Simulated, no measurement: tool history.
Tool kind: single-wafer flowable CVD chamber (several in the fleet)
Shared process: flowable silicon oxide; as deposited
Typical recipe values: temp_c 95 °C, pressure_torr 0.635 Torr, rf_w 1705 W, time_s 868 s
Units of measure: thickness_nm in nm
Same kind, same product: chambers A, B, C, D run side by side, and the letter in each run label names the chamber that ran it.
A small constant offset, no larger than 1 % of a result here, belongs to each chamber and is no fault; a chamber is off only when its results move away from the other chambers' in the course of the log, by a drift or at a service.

| run | day | temp_c | pressure_torr | rf_w | time_s | hours since the last thermocouple change | hours since the last RF generator calibration | hours since the last manometer calibration | read-back reference wafer on the same gauge, thickness_nm | thickness_nm |
|---|---|---|---|---|---|---|---|---|---|---|
| 1B | 0.433 | 95 | 0.635 | 1705 | 868 | 2784.1 | 1673.3 | 1198.5 | 406.08 | 443.48 |
| 2A | 0.829 | 95 | 0.635 | 1705 | 868 | 2005.6 | 707.1 | 1748.6 | 406.00 | 438.34 |
| 3D | 1.054 | 95 | 0.635 | 1705 | 868 | 2338.1 | 1373.3 | 2053.2 | 406.16 | 436.71 |
| 4C | 1.500 | 95 | 0.635 | 1705 | 868 | 1237.3 | 514.3 | 115.4 | 406.34 | 437.10 |
| 5D | 1.733 | 95 | 0.635 | 1705 | 868 | 2354.4 | 1389.6 | 2069.5 | 406.35 | 436.75 |
| 6B | 2.154 | 95 | 0.784 | 1965 | 868 | 2825.4 | 1714.6 | 1239.8 | 406.32 | 613.99 |
|  | 2.279 | chamber D: RF generator calibrated |
| 7C | 2.517 | 95 | 0.784 | 1965 | 868 | 1261.7 | 538.7 | 139.8 | 406.42 | 599.76 |
| 8A | 3.012 | 95 | 0.784 | 1965 | 868 | 2058.0 | 759.5 | 1801.0 | 406.48 | 609.95 |
| 9B | 3.317 | 95 | 0.784 | 1965 | 868 | 2853.3 | 1742.5 | 1267.7 | 406.46 | 615.03 |
| 10A | 3.721 | 95 | 0.635 | 1705 | 868 | 2075.0 | 776.5 | 1818.0 | 406.54 | 438.74 |
| 11D | 4.029 | 95 | 0.635 | 1705 | 868 | 2409.5 | 42.0 | 2124.6 | 406.49 | 437.22 |
| 12C | 4.267 | 95 | 0.635 | 1705 | 868 | 1303.7 | 580.7 | 181.8 | 406.64 | 437.08 |
| 13A | 4.621 | 95 | 0.635 | 1970 | 868 | 2096.6 | 798.1 | 1839.6 | 406.65 | 454.37 |
| 14B | 4.858 | 95 | 0.635 | 1970 | 868 | 2890.3 | 1779.5 | 1304.7 | 406.73 | 459.25 |
| 15D | 5.104 | 95 | 0.635 | 1970 | 868 | 2435.3 | 67.8 | 2150.4 | 406.79 | 453.30 |
| 16C | 5.604 | 95 | 0.635 | 1970 | 868 | 1335.8 | 612.8 | 213.9 | 406.81 | 452.10 |
|  | 5.804 | chamber D: capacitance manometer re-zeroed and calibrated |
| 17B | 6.096 | 95 | 0.635 | 1705 | 868 | 2920.0 | 1809.2 | 1334.4 | 406.98 | 443.79 |
| 18C | 6.462 | 82 | 0.635 | 1705 | 965 | 1356.4 | 633.4 | 234.5 | 406.90 | 726.12 |
| 19D | 6.850 | 82 | 0.635 | 1705 | 965 | 2477.2 | 109.7 | 25.1 | 407.08 | 733.63 |
| 20A | 7.338 | 82 | 0.635 | 1705 | 965 | 2161.8 | 863.3 | 1904.8 | 407.11 | 732.37 |
| 21C | 7.742 | 82 | 0.635 | 1705 | 965 | 1387.1 | 664.1 | 265.2 | 407.26 | 726.58 |
| 22B | 8.004 | 95 | 0.635 | 1705 | 868 | 2965.8 | 1855.0 | 1380.2 | 407.34 | 443.69 |
| 23A | 8.358 | 95 | 0.635 | 1705 | 868 | 2186.3 | 887.8 | 1929.3 | 407.13 | 439.91 |
| 24D | 8.583 | 95 | 0.739 | 1825 | 868 | 2518.8 | 151.3 | 66.7 | 407.37 | 551.23 |
| 25B | 8.883 | 95 | 0.739 | 1825 | 868 | 2986.9 | 1876.1 | 1401.3 | 407.47 | 559.04 |
| 26C | 9.208 | 95 | 0.739 | 1825 | 868 | 1422.3 | 699.3 | 300.4 | 407.58 | 547.28 |
| 27A | 9.604 | 95 | 0.739 | 1825 | 868 | 2216.2 | 917.7 | 1959.2 | 407.36 | 553.32 |
| 28D | 10.075 | 95 | 0.635 | 1705 | 868 | 2554.6 | 187.1 | 102.5 | 407.56 | 439.12 |
| 29B | 10.429 | 95 | 0.635 | 1705 | 868 | 3024.0 | 1913.2 | 1438.4 | 407.69 | 445.17 |
| 30C | 10.667 | 95 | 0.635 | 1705 | 711 | 1457.3 | 734.3 | 335.4 | 407.63 | 357.90 |
| 31D | 10.896 | 95 | 0.635 | 1705 | 711 | 2574.3 | 206.8 | 122.2 | 407.55 | 360.14 |
| 32A | 11.312 | 95 | 0.635 | 1705 | 711 | 2257.2 | 958.7 | 2000.2 | 407.72 | 360.35 |
|  | 11.671 | chamber B: thermocouple changed; heater temperature recalibrated |
| 33B | 11.750 | 95 | 0.635 | 1705 | 711 | 2.0 | 1944.9 | 1470.1 | 407.61 | 364.38 |
| 34C | 12.221 | 95 | 0.635 | 1705 | 868 | 1494.6 | 771.6 | 372.7 | 407.74 | 437.53 |
|  | 12.588 | chamber D: thermocouple changed; heater temperature recalibrated |
| 35D | 12.629 | 95 | 0.635 | 1705 | 868 | 1.0 | 248.4 | 163.8 | 407.85 | 440.07 |
| 36A | 13.125 | 95 | 0.635 | 1705 | 868 | 2300.7 | 1002.2 | 2043.7 | 408.11 | 440.65 |
| 37D | 13.508 | 95 | 0.635 | 1705 | 868 | 22.1 | 269.5 | 184.9 | 408.18 | 438.56 |

Has any chamber moved away from the others, gradually or after a service, or does the common gauge drift, or do the chambers differ only by their own small steady offsets? State the chamber and the most likely cause if one applies.

The shared gauge is drifting. All chambers look as if they move in step, but none is off.
Most likely cause: gauge reads high (%) = 0.521.

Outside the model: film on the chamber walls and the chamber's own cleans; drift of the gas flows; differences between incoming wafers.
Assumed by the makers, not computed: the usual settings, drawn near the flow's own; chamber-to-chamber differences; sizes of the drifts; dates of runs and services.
